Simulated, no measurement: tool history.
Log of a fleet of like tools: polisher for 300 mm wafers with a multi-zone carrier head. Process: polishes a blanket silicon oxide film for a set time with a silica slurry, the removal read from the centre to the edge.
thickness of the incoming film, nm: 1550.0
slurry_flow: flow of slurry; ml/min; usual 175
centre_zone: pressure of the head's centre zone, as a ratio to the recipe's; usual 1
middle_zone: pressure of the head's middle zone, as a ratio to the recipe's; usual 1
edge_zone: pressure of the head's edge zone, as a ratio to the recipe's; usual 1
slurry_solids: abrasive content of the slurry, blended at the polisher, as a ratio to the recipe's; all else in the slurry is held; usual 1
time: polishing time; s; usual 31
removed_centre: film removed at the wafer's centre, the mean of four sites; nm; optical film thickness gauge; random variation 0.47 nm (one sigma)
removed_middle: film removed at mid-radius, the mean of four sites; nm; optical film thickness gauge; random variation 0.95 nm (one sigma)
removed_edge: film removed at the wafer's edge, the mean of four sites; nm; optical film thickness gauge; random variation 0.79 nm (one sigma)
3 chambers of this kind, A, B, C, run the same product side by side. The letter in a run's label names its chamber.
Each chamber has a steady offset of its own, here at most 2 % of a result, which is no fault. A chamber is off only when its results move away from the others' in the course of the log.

{"run": "1A", "hour": 5.8, "slurry_flow": 175, "centre_zone": 1, "middle_zone": 1, "edge_zone": 1, "slurry_solids": 1, "time": 31, "removed_centre": 77.902, "removed_middle": 75.922, "removed_edge": 76.299}
{"run": "2C", "hour": 11.1, "slurry_flow": 175, "centre_zone": 1, "middle_zone": 1, "edge_zone": 1, "slurry_solids": 1, "time": 31, "removed_centre": 77.121, "removed_middle": 79.184, "removed_edge": 76.903}
{"run": "3B", "hour": 16.2, "slurry_flow": 175, "centre_zone": 1, "middle_zone": 1, "edge_zone": 1, "slurry_solids": 1, "time": 31, "removed_centre": 77.88, "removed_middle": 76.099, "removed_edge": 78.342}
{"hour": 21.1, "done": "chamber B: worn pad replaced by a new one"}
{"run": "4A", "hour": 22.7, "slurry_flow": 175, "centre_zone": 1, "middle_zone": 1, "edge_zone": 1, "slurry_solids": 1, "time": 31, "removed_centre": 78.58, "removed_middle": 76.852, "removed_edge": 77.341}
{"hour": 26.9, "done": "chamber A: worn pad replaced by a new one"}
{"run": "5B", "hour": 27.3, "slurry_flow": 175, "centre_zone": 1, "middle_zone": 1, "edge_zone": 1, "slurry_solids": 1, "time": 31, "removed_centre": 77.727, "removed_middle": 76.525, "removed_edge": 77.767}
{"hour": 30.5, "done": "chamber C: worn pad replaced by a new one"}
{"run": "6C", "hour": 32.9, "slurry_flow": 175, "centre_zone": 1, "middle_zone": 1, "edge_zone": 1, "slurry_solids": 1, "time": 31, "removed_centre": 76.556, "removed_middle": 77.592, "removed_edge": 75.704}
{"run": "7A", "hour": 37.9, "slurry_flow": 175, "centre_zone": 1, "middle_zone": 1, "edge_zone": 1, "slurry_solids": 1, "time": 31, "removed_centre": 79.509, "removed_middle": 78.978, "removed_edge": 77.065}
{"run": "8B", "hour": 42.6, "slurry_flow": 175, "centre_zone": 1, "middle_zone": 1, "edge_zone": 1, "slurry_solids": 1, "time": 31, "removed_centre": 77.648, "removed_middle": 76.209, "removed_edge": 78.975}
{"run": "9C", "hour": 46.2, "slurry_flow": 175, "centre_zone": 1, "middle_zone": 1, "edge_zone": 1, "slurry_solids": 1, "time": 31, "removed_centre": 76.719, "removed_middle": 77.356, "removed_edge": 76.134}
{"run": "10B", "hour": 52.6, "slurry_flow": 175, "centre_zone": 1, "middle_zone": 1, "edge_zone": 1, "slurry_solids": 1, "time": 31, "removed_centre": 77.542, "removed_middle": 76.245, "removed_edge": 77.307}
{"run": "11A", "hour": 57.1, "slurry_flow": 175, "centre_zone": 1, "middle_zone": 1, "edge_zone": 1, "slurry_solids": 1, "time": 31, "removed_centre": 79.183, "removed_middle": 77.519, "removed_edge": 77.308}
{"run": "12C", "hour": 60.5, "slurry_flow": 175, "centre_zone": 1, "middle_zone": 1, "edge_zone": 1, "slurry_solids": 1, "time": 31, "removed_centre": 76.721, "removed_middle": 79.17, "removed_edge": 76.282}
{"run": "13B", "hour": 66.0, "slurry_flow": 175, "centre_zone": 1, "middle_zone": 1, "edge_zone": 1, "slurry_solids": 1, "time": 31, "removed_centre": 77.842, "removed_middle": 76.625, "removed_edge": 79.391}
{"run": "14C", "hour": 71.2, "slurry_flow": 175, "centre_zone": 1, "middle_zone": 1, "edge_zone": 1, "slurry_solids": 1, "time": 31, "removed_centre": 77.239, "removed_middle": 77.372, "removed_edge": 75.906}
{"run": "15A", "hour": 76.7, "slurry_flow": 175, "centre_zone": 1, "middle_zone": 1.11, "edge_zone": 1, "slurry_solids": 1, "time": 31, "removed_centre": 78.291, "removed_middle": 85.812, "removed_edge": 77.319}
{"hour": 80.9, "done": "chamber B: slurry nozzle cleaned"}
{"hour": 81.6, "done": "chamber B: worn pad replaced by a new one"}
{"run": "16B", "hour": 82.9, "slurry_flow": 175, "centre_zone": 1, "middle_zone": 1.11, "edge_zone": 1, "slurry_solids": 1, "time": 31, "removed_centre": 77.601, "removed_middle": 84.565, "removed_edge": 77.741}
{"run": "17C", "hour": 86.7, "slurry_flow": 175, "centre_zone": 1, "middle_zone": 1.11, "edge_zone": 1, "slurry_solids": 1, "time": 31, "removed_centre": 75.997, "removed_middle": 86.316, "removed_edge": 75.606}
{"hour": 87.3, "done": "chamber A: worn pad replaced by a new one"}
{"hour": 89.5, "done": "chamber C: worn pad replaced by a new one"}
{"run": "18A", "hour": 92.9, "slurry_flow": 175, "centre_zone": 1, "middle_zone": 1, "edge_zone": 1, "slurry_solids": 1, "time": 31, "removed_centre": 77.32, "removed_middle": 76.979, "removed_edge": 76.41}
{"run": "19C", "hour": 98.7, "slurry_flow": 175, "centre_zone": 1, "middle_zone": 1, "edge_zone": 1, "slurry_solids": 1, "time": 31, "removed_centre": 75.781, "removed_middle": 76.335, "removed_edge": 76.065}
{"hour": 99.3, "done": "chamber B: centre zone pressure recalibrated"}
{"run": "20B", "hour": 102.8, "slurry_flow": 175, "centre_zone": 1, "middle_zone": 1, "edge_zone": 1, "slurry_solids": 1, "time": 31, "removed_centre": 78.291, "removed_middle": 76.625, "removed_edge": 75.991}
{"run": "21A", "hour": 107.9, "slurry_flow": 175, "centre_zone": 1, "middle_zone": 1, "edge_zone": 1, "slurry_solids": 1, "time": 31, "removed_centre": 78.05, "removed_middle": 77.195, "removed_edge": 77.71}
{"run": "22C", "hour": 113.4, "slurry_flow": 175, "centre_zone": 1, "middle_zone": 1, "edge_zone": 1, "slurry_solids": 1, "time": 31, "removed_centre": 75.828, "removed_middle": 77.488, "removed_edge": 76.412}
{"run": "23B", "hour": 117.3, "slurry_flow": 175, "centre_zone": 1, "middle_zone": 1, "edge_zone": 1, "slurry_solids": 1, "time": 31, "removed_centre": 77.547, "removed_middle": 76.321, "removed_edge": 78.234}
{"run": "24A", "hour": 122.9, "slurry_flow": 175, "centre_zone": 1, "middle_zone": 1, "edge_zone": 1, "slurry_solids": 1, "time": 31, "removed_centre": 77.887, "removed_middle": 77.576, "removed_edge": 77.235}
{"run": "25A", "hour": 127.3, "slurry_flow": 175, "centre_zone": 1, "middle_zone": 1, "edge_zone": 1, "slurry_solids": 1, "time": 31, "removed_centre": 77.378, "removed_middle": 77.989, "removed_edge": 77.339}
{"run": "26C", "hour": 133.9, "slurry_flow": 175, "centre_zone": 1, "middle_zone": 1, "edge_zone": 1, "slurry_solids": 1, "time": 31, "removed_centre": 75.622, "removed_middle": 77.533, "removed_edge": 76.683}
{"run": "27B", "hour": 139.4, "slurry_flow": 175, "centre_zone": 1, "middle_zone": 1, "edge_zone": 1, "slurry_solids": 1, "time": 31, "removed_centre": 77.509, "removed_middle": 75.917, "removed_edge": 78.013}
{"run": "28A", "hour": 145.3, "slurry_flow": 175, "centre_zone": 1, "middle_zone": 1, "edge_zone": 1, "slurry_solids": 1, "time": 31, "removed_centre": 78.052, "removed_middle": 78.062, "removed_edge": 75.058}
{"run": "29C", "hour": 149.8, "slurry_flow": 175, "centre_zone": 1, "middle_zone": 1, "edge_zone": 1, "slurry_solids": 1, "time": 31, "removed_centre": 75.137, "removed_middle": 75.614, "removed_edge": 74.379}
{"hour": 152.8, "done": "chamber A: worn pad replaced by a new one"}
{"hour": 153.4, "done": "chamber B: worn pad replaced by a new one"}
{"run": "30B", "hour": 156.7, "slurry_flow": 175, "centre_zone": 1, "middle_zone": 1, "edge_zone": 1, "slurry_solids": 1, "time": 31, "removed_centre": 78.228, "removed_middle": 75.965, "removed_edge": 76.335}
{"hour": 158.4, "done": "chamber C: worn pad replaced by a new one"}
{"run": "31B", "hour": 162.1, "slurry_flow": 175, "centre_zone": 1, "middle_zone": 1.07, "edge_zone": 1, "slurry_solids": 1, "time": 31, "removed_centre": 78.713, "removed_middle": 82.114, "removed_edge": 78.433}
{"run": "32C", "hour": 166.8, "slurry_flow": 175, "centre_zone": 1, "middle_zone": 1.07, "edge_zone": 1, "slurry_solids": 1, "time": 31, "removed_centre": 74.501, "removed_middle": 80.919, "removed_edge": 74.843}
{"run": "33A", "hour": 170.6, "slurry_flow": 175, "centre_zone": 1, "middle_zone": 1.07, "edge_zone": 1, "slurry_solids": 1, "time": 31, "removed_centre": 78.398, "removed_middle": 82.207, "removed_edge": 76.476}
{"run": "34C", "hour": 176.5, "slurry_flow": 175, "centre_zone": 1, "middle_zone": 1, "edge_zone": 1, "slurry_solids": 1, "time": 31, "removed_centre": 73.648, "removed_middle": 76.262, "removed_edge": 74.271}
{"hour": 179.7, "done": "chamber A: edge zone pressure recalibrated"}
{"run": "35A", "hour": 182.8, "slurry_flow": 175, "centre_zone": 1, "middle_zone": 1, "edge_zone": 1, "slurry_solids": 1, "time": 31, "removed_centre": 79.04, "removed_middle": 79.934, "removed_edge": 76.818}
{"run": "36B", "hour": 187.5, "slurry_flow": 175, "centre_zone": 1, "middle_zone": 1, "edge_zone": 1, "slurry_solids": 1, "time": 31, "removed_centre": 77.613, "removed_middle": 75.952, "removed_edge": 75.911}

Next, every chamber runs the same settings. What will each give?
{"run": "37A", "hour": 192.5, "slurry_flow": 175, "centre_zone": 1.11, "middle_zone": 1, "edge_zone": 1, "slurry_solids": 1, "time": 31, "removed_centre": "?", "removed_middle": "?", "removed_edge": "?"}
{"run": "37B", "hour": 192.5, "slurry_flow": 175, "centre_zone": 1.11, "middle_zone": 1, "edge_zone": 1, "slurry_solids": 1, "time": 31, "removed_centre": "?", "removed_middle": "?", "removed_edge": "?"}
{"run": "37C", "hour": 192.5, "slurry_flow": 175, "centre_zone": 1.11, "middle_zone": 1, "edge_zone": 1, "slurry_solids": 1, "time": 31, "removed_centre": "?", "removed_middle": "?", "removed_edge": "?"}

run=37A removed_centre=87.871 removed_middle=77.256 removed_edge=77.492
run=37B removed_centre=87.19 removed_middle=76.212 removed_edge=79.216
run=37C removed_centre=82.661 removed_middle=74.275 removed_edge=74.709
